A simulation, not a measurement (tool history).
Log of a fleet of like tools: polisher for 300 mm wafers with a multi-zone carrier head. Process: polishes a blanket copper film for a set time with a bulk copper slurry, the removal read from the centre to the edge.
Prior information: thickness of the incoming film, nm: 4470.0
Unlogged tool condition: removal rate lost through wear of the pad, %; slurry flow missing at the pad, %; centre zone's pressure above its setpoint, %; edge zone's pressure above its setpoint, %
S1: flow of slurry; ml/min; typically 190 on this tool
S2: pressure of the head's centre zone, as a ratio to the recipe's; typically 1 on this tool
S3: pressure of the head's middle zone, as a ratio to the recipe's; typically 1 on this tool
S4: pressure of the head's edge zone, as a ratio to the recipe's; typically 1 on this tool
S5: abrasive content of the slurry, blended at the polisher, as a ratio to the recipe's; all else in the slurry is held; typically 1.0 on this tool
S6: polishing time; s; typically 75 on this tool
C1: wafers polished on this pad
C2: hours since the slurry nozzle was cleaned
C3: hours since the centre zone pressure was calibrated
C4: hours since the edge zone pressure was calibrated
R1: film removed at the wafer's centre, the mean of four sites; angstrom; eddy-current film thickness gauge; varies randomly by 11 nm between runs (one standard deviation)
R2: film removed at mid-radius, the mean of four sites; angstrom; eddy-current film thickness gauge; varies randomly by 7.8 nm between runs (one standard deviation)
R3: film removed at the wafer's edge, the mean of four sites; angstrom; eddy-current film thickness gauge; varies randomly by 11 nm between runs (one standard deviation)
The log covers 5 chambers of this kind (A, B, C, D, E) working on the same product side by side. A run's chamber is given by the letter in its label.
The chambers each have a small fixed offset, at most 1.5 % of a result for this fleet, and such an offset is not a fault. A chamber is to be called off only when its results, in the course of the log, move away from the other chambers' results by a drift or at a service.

{"hour": 2.3, "done": "chamber C: worn pad replaced by a new one"}
{"run": "1E", "hour": 12.9, "S1": 190, "S2": 1, "S3": 1, "S4": 1, "S5": 1.0, "S6": 75, "C1": 923, "C2": 644.8, "C3": 555.3, "C4": 1254.4, "R1": 7577.7, "R2": 7540.8, "R3": 7688.3}
{"hour": 13.9, "done": "chamber A: worn pad replaced by a new one"}
{"run": "2C", "hour": 19.1, "S1": 190, "S2": 1, "S3": 1, "S4": 1, "S5": 1.0, "S6": 75, "C1": 156, "C2": 233.4, "C3": 192.6, "C4": 382.4, "R1": 7717.4, "R2": 7510.8, "R3": 7723.4}
{"hour": 31.3, "done": "chamber D: slurry nozzle cleaned"}
{"run": "3B", "hour": 32.0, "S1": 190, "S2": 1, "S3": 1, "S4": 1, "S5": 1.0, "S6": 75, "C1": 336, "C2": 105.7, "C3": 671.0, "C4": 277.3, "R1": 7580.4, "R2": 7611.0, "R3": 7564.1}
{"run": "4D", "hour": 38.3, "S1": 190, "S2": 1, "S3": 1, "S4": 1, "S5": 1.0, "S6": 75, "C1": 830, "C2": 7.1, "C3": 989.3, "C4": 79.7, "R1": 7580.2, "R2": 7630.2, "R3": 7526.5}
{"run": "5A", "hour": 44.5, "S1": 190, "S2": 1, "S3": 1, "S4": 1, "S5": 1.0, "S6": 75, "C1": 283, "C2": 131.6, "C3": 745.2, "C4": 461.7, "R1": 7645.8, "R2": 7546.6, "R3": 7466.9}
{"hour": 51.7, "done": "chamber C: worn pad replaced by a new one"}
{"hour": 53.0, "done": "chamber E: worn pad replaced by a new one"}
{"run": "6C", "hour": 56.2, "S1": 190, "S2": 1, "S3": 1, "S4": 1, "S5": 1.0, "S6": 75, "C1": 42, "C2": 270.5, "C3": 229.7, "C4": 419.5, "R1": 7392.4, "R2": 7639.2, "R3": 7601.2}
{"hour": 65.2, "done": "chamber B: worn pad replaced by a new one"}
{"run": "7A", "hour": 67.0, "S1": 190, "S2": 1, "S3": 1, "S4": 1, "S5": 1.0, "S6": 75, "C1": 492, "C2": 154.1, "C3": 767.7, "C4": 484.2, "R1": 7432.4, "R2": 7815.2, "R3": 7744.6}
{"hour": 69.7, "done": "chamber E: edge zone pressure recalibrated"}
{"run": "8E", "hour": 77.2, "S1": 190, "S2": 1, "S3": 1, "S4": 1, "S5": 1.0, "S6": 75, "C1": 224, "C2": 709.1, "C3": 619.6, "C4": 7.5, "R1": 7682.2, "R2": 7511.7, "R3": 7622.2}
{"run": "9B", "hour": 87.1, "S1": 190, "S2": 1, "S3": 1, "S4": 1, "S5": 1.0, "S6": 75, "C1": 203, "C2": 160.8, "C3": 726.1, "C4": 332.4, "R1": 7520.8, "R2": 7642.7, "R3": 7567.6}
{"hour": 88.7, "done": "chamber A: edge zone pressure recalibrated"}
{"run": "10D", "hour": 96.7, "S1": 190, "S2": 1, "S3": 1, "S4": 1, "S5": 1.0, "S6": 75, "C1": 1371, "C2": 65.5, "C3": 1047.7, "C4": 138.1, "R1": 7550.8, "R2": 7633.2, "R3": 7497.0}
{"hour": 103.3, "done": "chamber D: worn pad replaced by a new one"}
{"run": "11A", "hour": 105.4, "S1": 190, "S2": 1, "S3": 1, "S4": 1, "S5": 1.0, "S6": 75, "C1": 847, "C2": 192.5, "C3": 806.1, "C4": 16.7, "R1": 7622.1, "R2": 7490.7, "R3": 7890.4}
{"hour": 111.8, "done": "chamber C: slurry nozzle cleaned"}
{"run": "12D", "hour": 112.6, "S1": 190, "S2": 1, "S3": 1, "S4": 1, "S5": 1.0, "S6": 75, "C1": 86, "C2": 81.4, "C3": 1063.6, "C4": 154.0, "R1": 7653.1, "R2": 7634.7, "R3": 7563.4}
{"hour": 116.2, "done": "chamber C: worn pad replaced by a new one"}
{"run": "13E", "hour": 119.4, "S1": 190, "S2": 1, "S3": 1, "S4": 1, "S5": 1.0, "S6": 75, "C1": 615, "C2": 751.3, "C3": 661.8, "C4": 49.7, "R1": 7533.8, "R2": 7569.5, "R3": 7573.3}
{"run": "14B", "hour": 125.4, "S1": 190, "S2": 1, "S3": 1, "S4": 1, "S5": 1.0, "S6": 75, "C1": 558, "C2": 199.1, "C3": 764.4, "C4": 370.7, "R1": 7513.7, "R2": 7564.9, "R3": 7484.0}
{"run": "15C", "hour": 134.5, "S1": 190, "S2": 1, "S3": 1, "S4": 1, "S5": 1.0, "S6": 75, "C1": 169, "C2": 22.8, "C3": 308.0, "C4": 497.8, "R1": 7677.8, "R2": 7445.4, "R3": 7683.9}
{"hour": 134.8, "done": "chamber B: worn pad replaced by a new one"}
{"run": "16E", "hour": 143.3, "S1": 190, "S2": 1, "S3": 1, "S4": 1, "S5": 1.0, "S6": 75, "C1": 836, "C2": 775.2, "C3": 685.7, "C4": 73.6, "R1": 7725.0, "R2": 7606.2, "R3": 7627.8}
{"hour": 145.4, "done": "chamber A: worn pad replaced by a new one"}
{"run": "17D", "hour": 149.3, "S1": 190, "S2": 1, "S3": 1, "S4": 1, "S5": 1.0, "S6": 75, "C1": 426, "C2": 118.1, "C3": 1100.3, "C4": 190.7, "R1": 7513.9, "R2": 7607.6, "R3": 7618.4}
{"hour": 160.3, "done": "chamber E: slurry nozzle cleaned"}
{"run": "18C", "hour": 162.4, "S1": 190, "S2": 1, "S3": 1, "S4": 1, "S5": 1.0, "S6": 75, "C1": 428, "C2": 50.7, "C3": 335.9, "C4": 525.7, "R1": 7701.6, "R2": 7411.6, "R3": 7738.7}
{"run": "19A", "hour": 169.0, "S1": 190, "S2": 1, "S3": 1, "S4": 1, "S5": 1.0, "S6": 75, "C1": 219, "C2": 256.1, "C3": 869.7, "C4": 80.3, "R1": 7562.0, "R2": 7665.9, "R3": 7500.1}
{"hour": 176.5, "done": "chamber C: worn pad replaced by a new one"}
{"run": "20B", "hour": 181.5, "S1": 190, "S2": 1, "S3": 1, "S4": 1, "S5": 1.0, "S6": 75, "C1": 433, "C2": 255.2, "C3": 820.5, "C4": 426.8, "R1": 7541.1, "R2": 7681.1, "R3": 7915.2}
{"run": "21E", "hour": 188.9, "S1": 150, "S2": 1, "S3": 1, "S4": 1, "S5": 1.0, "S6": 56, "C1": 1259, "C2": 28.7, "C3": 731.3, "C4": 119.2, "R1": 5559.4, "R2": 5401.2, "R3": 5426.7}
{"hour": 197.3, "done": "chamber B: slurry nozzle cleaned"}
{"run": "22B", "hour": 199.3, "S1": 150, "S2": 1, "S3": 1, "S4": 1, "S5": 1.0, "S6": 56, "C1": 598, "C2": 2.1, "C3": 838.3, "C4": 444.6, "R1": 5408.0, "R2": 5469.9, "R3": 5588.4}
{"hour": 200.6, "done": "chamber E: worn pad replaced by a new one"}
{"hour": 201.2, "done": "chamber B: worn pad replaced by a new one"}
{"run": "23C", "hour": 209.5, "S1": 150, "S2": 1, "S3": 1, "S4": 1, "S5": 1.0, "S6": 56, "C1": 306, "C2": 97.8, "C3": 383.0, "C4": 572.8, "R1": 5495.8, "R2": 5509.0, "R3": 5721.4}
{"hour": 212.9, "done": "chamber D: centre zone pressure recalibrated"}
{"run": "24D", "hour": 219.3, "S1": 150, "S2": 1, "S3": 1, "S4": 1, "S5": 1.0, "S6": 56, "C1": 1075, "C2": 188.1, "C3": 6.5, "C4": 260.7, "R1": 5441.0, "R2": 5544.4, "R3": 5477.9}
{"run": "25A", "hour": 230.1, "S1": 150, "S2": 1, "S3": 1, "S4": 1, "S5": 1.0, "S6": 56, "C1": 785, "C2": 317.2, "C3": 930.8, "C4": 141.4, "R1": 5509.6, "R2": 5476.5, "R3": 5618.1}
{"hour": 232.4, "done": "chamber C: worn pad replaced by a new one"}
{"run": "26E", "hour": 242.7, "S1": 190, "S2": 1, "S3": 1, "S4": 1, "S5": 1.0, "S6": 75, "C1": 390, "C2": 82.5, "C3": 785.1, "C4": 173.0, "R1": 7656.3, "R2": 7441.3, "R3": 7633.9}
{"run": "27B", "hour": 249.4, "S1": 190, "S2": 1, "S3": 1, "S4": 1, "S5": 1.0, "S6": 75, "C1": 446, "C2": 52.2, "C3": 888.4, "C4": 494.7, "R1": 7487.9, "R2": 7405.9, "R3": 7446.9}
{"run": "28A", "hour": 262.5, "S1": 190, "S2": 1, "S3": 1, "S4": 1, "S5": 1.2, "S6": 54, "C1": 1085, "C2": 349.6, "C3": 963.2, "C4": 173.8, "R1": 5706.4, "R2": 5684.3, "R3": 5630.6}
{"hour": 268.0, "done": "chamber D: worn pad replaced by a new one"}
{"run": "29C", "hour": 274.4, "S1": 190, "S2": 1, "S3": 1, "S4": 1, "S5": 1.2, "S6": 54, "C1": 389, "C2": 162.7, "C3": 447.9, "C4": 637.7, "R1": 5672.4, "R2": 5612.8, "R3": 5807.2}
{"run": "30D", "hour": 284.0, "S1": 190, "S2": 1, "S3": 1, "S4": 1, "S5": 1.2, "S6": 54, "C1": 148, "C2": 252.8, "C3": 71.2, "C4": 325.4, "R1": 5661.9, "R2": 5630.5, "R3": 5657.0}
{"run": "31C", "hour": 290.5, "S1": 190, "S2": 1, "S3": 1, "S4": 1, "S5": 1.2, "S6": 54, "C1": 538, "C2": 178.8, "C3": 464.0, "C4": 653.8, "R1": 5687.2, "R2": 5637.9, "R3": 5890.3}

All chambers now run identical settings, listed one chamber a line with results as question marks. What results will each chamber show?
{"run": "32A", "hour": 300.3, "S1": 245, "S2": 1, "S3": 1, "S4": 1, "S5": 1.0, "S6": 75, "R1": "?", "R2": "?", "R3": "?"}
{"run": "32B", "hour": 300.3, "S1": 245, "S2": 1, "S3": 1, "S4": 1, "S5": 1.0, "S6": 75, "R1": "?", "R2": "?", "R3": "?"}
{"run": "32C", "hour": 300.3, "S1": 245, "S2": 1, "S3": 1, "S4": 1, "S5": 1.0, "S6": 75, "R1": "?", "R2": "?", "R3": "?"}
{"run": "32D", "hour": 300.3, "S1": 245, "S2": 1, "S3": 1, "S4": 1, "S5": 1.0, "S6": 75, "R1": "?", "R2": "?", "R3": "?"}
{"run": "32E", "hour": 300.3, "S1": 245, "S2": 1, "S3": 1, "S4": 1, "S5": 1.0, "S6": 75, "R1": "?", "R2": "?", "R3": "?"}

run=32A R1=7764.6 R2=7951.8 R3=7698.3
run=32B R1=7854.3 R2=7846.8 R3=7846.7
run=32C R1=7675.3 R2=7863.2 R3=7968.4
run=32D R1=7681.5 R2=7963.3 R3=7739.3
run=32E R1=7797.9 R2=7839.3 R3=7846.0
